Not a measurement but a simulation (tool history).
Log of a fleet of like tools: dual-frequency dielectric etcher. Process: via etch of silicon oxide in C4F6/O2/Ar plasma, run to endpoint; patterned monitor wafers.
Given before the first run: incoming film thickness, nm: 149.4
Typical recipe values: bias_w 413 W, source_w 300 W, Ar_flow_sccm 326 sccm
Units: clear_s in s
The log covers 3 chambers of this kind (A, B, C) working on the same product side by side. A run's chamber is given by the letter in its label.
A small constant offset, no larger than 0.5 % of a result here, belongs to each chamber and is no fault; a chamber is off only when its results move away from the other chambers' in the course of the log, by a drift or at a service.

run   hour  bias_w  source_w  Ar_flow_sccm  clear_s
 1A    7.8     413       300           326   39.318
 2C   15.7     413       300           326   39.446
 3B   29.7     413       300           326   39.800
 4C   44.4     413       300           326   39.646
 5A   58.6     413       300           326   39.484
 6B   69.3     413       300           326   39.678
 7C   76.4     413       300           326   39.641
      81.0  -- chamber C: wet clean of the chamber
 8B   92.1     509       300           249   35.758
 9A  104.3     509       300           249   35.500
10C  113.5     509       300           249   35.321
11B  128.8     413       300           326   39.775
12A  139.8     413       300           326   39.231
13A  155.3     329       350           326   40.358
     156.4  -- chamber B: wet clean of the chamber
14C  165.6     329       350           326   40.683
15B  174.1     329       350           326   42.430
16A  189.4     413       300           326   39.447
17C  202.2     413       300           326   39.657
18B  210.4     320       300           350   46.258
19C  221.9     320       300           350   43.766
     233.9  -- chamber A: wet clean of the chamber
20B  236.9     320       300           350   46.154
21A  249.5     413       300           326   39.745
22C  259.5     457       300           280   37.564
23A  273.0     457       300           280   37.535
24B  282.8     457       300           280   39.338
25C  289.6     413       300           326   39.914
26B  298.1     413       300           326   41.541
27A  305.9     413       300           326   39.150
28B  313.6     413       360           326   38.693
29C  324.9     413       360           326   37.112
30A  332.2     413       360           326   36.824
31A  346.9     413       300           326   39.522
32C  357.2     413       300           326   39.445

Which is it: a chamber that has drifted or been left off by a service, a gauge drift common to all chambers, or only each chamber's usual small offset? If a chamber is off, name it and its likeliest cause.

A service left chamber B off against the others.
What lies behind it: etch rate under this chamber's usual, % = 4.26.

Chamber B could run next with any of the 4 candidate recipes listed below; each alters the usual settings, and their results appear as question marks. Which one brings its results back in line with what the other chambers deliver on the usual settings?
Maximum distance from the other chambers' mean on the usual settings for a result to count as in line: clear_s 0.540 s
33B-1  368.5     413       260           326        ?
33B-2  368.5     469       300           326        ?
33B-3  368.5     424       310           323        ?
33B-4  368.5     387       300           326        ?

The other chambers' mean on the usual settings: clear_s 39.515 s
  run  clear_s
33B-1   43.879
33B-2   39.670
33B-3   40.640
33B-4   42.586
With 33B-2, the chamber falls back in line with the rest.
